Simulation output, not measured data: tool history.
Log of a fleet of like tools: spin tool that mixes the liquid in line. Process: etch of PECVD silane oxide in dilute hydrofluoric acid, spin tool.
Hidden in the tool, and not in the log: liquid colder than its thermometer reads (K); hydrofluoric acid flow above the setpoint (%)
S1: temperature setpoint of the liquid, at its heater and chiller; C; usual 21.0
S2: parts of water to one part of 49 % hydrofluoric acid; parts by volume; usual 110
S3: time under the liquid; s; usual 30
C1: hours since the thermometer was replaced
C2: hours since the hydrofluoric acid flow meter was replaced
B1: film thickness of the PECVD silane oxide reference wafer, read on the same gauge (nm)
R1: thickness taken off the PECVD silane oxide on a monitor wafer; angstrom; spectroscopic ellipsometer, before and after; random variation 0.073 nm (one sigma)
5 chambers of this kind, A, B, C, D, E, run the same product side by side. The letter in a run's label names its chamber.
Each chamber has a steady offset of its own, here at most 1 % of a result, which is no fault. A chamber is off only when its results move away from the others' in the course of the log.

Run 1A, day 0.171: usual settings; C1 164.6; C2 584.2; B1 29.991. Result: R1 102.980 angstrom.
Run 2E, day 0.296: usual settings; C1 200.4; C2 729.2; B1 29.976. Result: R1 103.000 angstrom.
Run 3C, day 0.542: usual settings; C1 1132.8; C2 1172.7; B1 30.054. Result: R1 103.120 angstrom.
Run 4D, day 0.758: usual settings; C1 1643.7; C2 62.2; B1 29.999. Result: R1 101.170 angstrom.
Run 5B, day 1.012: usual settings; C1 417.8; C2 614.6; B1 30.004. Result: R1 102.050 angstrom.
Run 6D, day 1.275: usual settings but S1 23.0 C, S2 85 parts by volume; C1 1656.1; C2 74.6; B1 29.991. Result: R1 147.040 angstrom.
Run 7C, day 1.492: usual settings but S1 23.0 C, S2 85 parts by volume; C1 1155.6; C2 1195.5; B1 29.984. Result: R1 150.100 angstrom.
Run 8E, day 1.658: usual settings but S1 23.0 C, S2 85 parts by volume; C1 233.1; C2 761.9; B1 29.961. Result: R1 150.410 angstrom.
Run 9B, day 1.842: usual settings but S1 23.0 C, S2 85 parts by volume; C1 437.7; C2 634.5; B1 30.038. Result: R1 147.000 angstrom.
Run 10A, day 2.104: usual settings but S1 23.0 C, S2 85 parts by volume; C1 211.0; C2 630.6; B1 29.961. Result: R1 148.910 angstrom.
Run 11E, day 2.346: usual settings; C1 249.6; C2 778.4; B1 30.029. Result: R1 102.850 angstrom.
Run 12B, day 2.592: usual settings; C1 455.7; C2 652.5; B1 29.981. Result: R1 102.260 angstrom.
Run 13C, day 2.812: usual settings; C1 1187.3; C2 1227.2; B1 29.965. Result: R1 103.160 angstrom.
Run 14A, day 3.062: usual settings but S1 23.0 C, S2 150 parts by volume; C1 234.0; C2 653.6; B1 30.044. Result: R1 78.563 angstrom.
Run 15D, day 3.317: usual settings but S1 23.0 C, S2 150 parts by volume; C1 1705.1; C2 123.6; B1 30.003. Result: R1 77.506 angstrom.
Run 16D, day 3.479: usual settings but S1 23.0 C, S2 150 parts by volume; C1 1709.0; C2 127.5; B1 30.028. Result: R1 76.953 angstrom.
Run 17A, day 3.642: usual settings but S1 23.0 C, S2 150 parts by volume; C1 247.9; C2 667.5; B1 30.048. Result: R1 79.160 angstrom.
Run 18C, day 3.775: usual settings but S1 23.0 C, S2 150 parts by volume; C1 1210.4; C2 1250.3; B1 29.982. Result: R1 77.803 angstrom.
Run 19E, day 3.938: usual settings; C1 287.8; C2 816.6; B1 29.999. Result: R1 103.770 angstrom.
Run 20B, day 4.058: usual settings; C1 490.9; C2 687.7; B1 29.986. Result: R1 102.210 angstrom.
Run 21C, day 4.225: usual settings; C1 1221.2; C2 1261.1; B1 29.977. Result: R1 103.360 angstrom.
Run 22A, day 4.462: usual settings; C1 267.6; C2 687.2; B1 30.020. Result: R1 102.420 angstrom.
Run 23E, day 4.717: usual settings; C1 306.5; C2 835.3; B1 29.964. Result: R1 102.780 angstrom.
Run 24B, day 4.833: usual settings; C1 509.5; C2 706.3; B1 30.010. Result: R1 103.030 angstrom.
Run 25D, day 5.079: usual settings; C1 1747.4; C2 165.9; B1 29.980. Result: R1 103.260 angstrom.
Run 26E, day 5.200: usual settings but S2 160 parts by volume; C1 318.1; C2 846.9; B1 30.011. Result: R1 67.571 angstrom.
Run 27D, day 5.375: usual settings but S2 160 parts by volume; C1 1754.5; C2 173.0; B1 30.062. Result: R1 66.223 angstrom.
Run 28C, day 5.638: usual settings but S2 160 parts by volume; C1 1255.1; C2 1295.0; B1 30.034. Result: R1 66.947 angstrom.
Run 29A, day 5.846: usual settings but S2 160 parts by volume; C1 300.8; C2 720.4; B1 30.002. Result: R1 66.814 angstrom.
Run 30B, day 6.062: usual settings but S2 160 parts by volume; C1 539.0; C2 735.8; B1 29.986. Result: R1 66.632 angstrom.
Run 31E, day 6.188: usual settings; C1 341.8; C2 870.6; B1 29.976. Result: R1 103.400 angstrom.
Run 32C, day 6.392: usual settings; C1 1273.2; C2 1313.1; B1 29.985. Result: R1 103.070 angstrom.
At day 6.421: chamber C: thermometer replaced.
Run 33D, day 6.625: usual settings; C1 1784.5; C2 203.0; B1 29.973. Result: R1 101.570 angstrom.
Run 34B, day 6.788: usual settings but S1 22.5 C; C1 556.4; C2 753.2; B1 29.990. Result: R1 107.760 angstrom.
Run 35A, day 6.954: usual settings but S1 22.5 C; C1 327.4; C2 747.0; B1 29.965. Result: R1 109.530 angstrom.
Run 36C, day 7.125: usual settings but S1 22.5 C; C1 16.9; C2 1330.7; B1 30.017. Result: R1 109.940 angstrom.
Run 37B, day 7.246: usual settings but S1 22.5 C; C1 567.4; C2 764.2; B1 29.976. Result: R1 108.080 angstrom.

What goes on in this fleet: one chamber off, a drifting gauge, or nothing beyond the chambers' own small offsets? Name the chamber and the cause, if any.

No chamber stands off beyond its own small offset, and the gauge holds steady.

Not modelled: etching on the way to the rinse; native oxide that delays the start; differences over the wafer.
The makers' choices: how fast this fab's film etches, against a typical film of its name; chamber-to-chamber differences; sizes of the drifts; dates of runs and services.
